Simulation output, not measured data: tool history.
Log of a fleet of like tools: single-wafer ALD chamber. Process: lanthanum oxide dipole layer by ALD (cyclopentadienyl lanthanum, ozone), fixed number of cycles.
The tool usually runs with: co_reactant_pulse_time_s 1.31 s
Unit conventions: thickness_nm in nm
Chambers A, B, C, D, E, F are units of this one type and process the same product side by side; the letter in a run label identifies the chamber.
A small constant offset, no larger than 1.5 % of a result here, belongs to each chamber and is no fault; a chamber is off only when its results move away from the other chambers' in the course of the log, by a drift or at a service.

run	hour	co_reactant_pulse_time_s	read-back reference wafer on the same gauge, thickness_nm	thickness_nm
1B	7.3	1.31	0.49692	0.53726
2E	13.7	1.31	0.49681	0.53009
3C	21.1	1.31	0.49683	0.53019
4F	28.8	1.31	0.49662	0.53374
5A	34.5	1.31	0.49661	0.53685
6D	39.8	1.77	0.49657	0.56227
7F	46.6	1.77	0.49652	0.56075
8B	58.2	1.77	0.49631	0.5623
9E	65.1	1.77	0.49636	0.55313
10A	71.9	1.77	0.49603	0.5635
11C	81.3	1.77	0.49627	0.55427
# hour 82.3: chamber A: thermocouple changed; heater temperature recalibrated
12D	87.4	1.31	0.496	0.53572
13E	92.7	1.31	0.49595	0.52676
14A	103.1	1.31	0.49589	0.53469
15F	108.3	1.31	0.49585	0.53283
16C	115	1.31	0.49567	0.52882
17D	121.1	1.31	0.49577	0.53464
18B	129	1.31	0.49566	0.53635
19B	136.3	1.31	0.49546	0.53475
20D	148	1.31	0.49546	0.53435
21E	158.9	1.31	0.49535	0.52562
22A	164.5	1.31	0.49537	0.53477
23C	170.6	1.31	0.495	0.52801
24F	178.9	1.11	0.49493	0.5118
25F	190.7	1.11	0.49503	0.5106
26A	202.4	1.11	0.49466	0.51407
27C	212.3	1.11	0.49454	0.5068
28E	222.1	1.11	0.49453	0.50686
29B	227.6	1.11	0.49463	0.51271
30D	239.4	1.31	0.49446	0.53345
31B	246.5	1.31	0.49427	0.53401
32E	252.7	1.31	0.49435	0.52578
33C	261.5	1.31	0.49424	0.52643
34F	271.3	1.31	0.49392	0.53083
35A	276.8	1.31	0.49392	0.5333
36D	283.2	1.31	0.49393	0.53294

Which is it: a chamber that has drifted or been left off by a service, a gauge drift common to all chambers, or only each chamber's usual small offset? If a chamber is off, name it and its likeliest cause.

It is the gauge, not a chamber: its drift shows up in every chamber's results at once, and no chamber is off.
What lies behind it: gauge reads low (%) = 0.635.
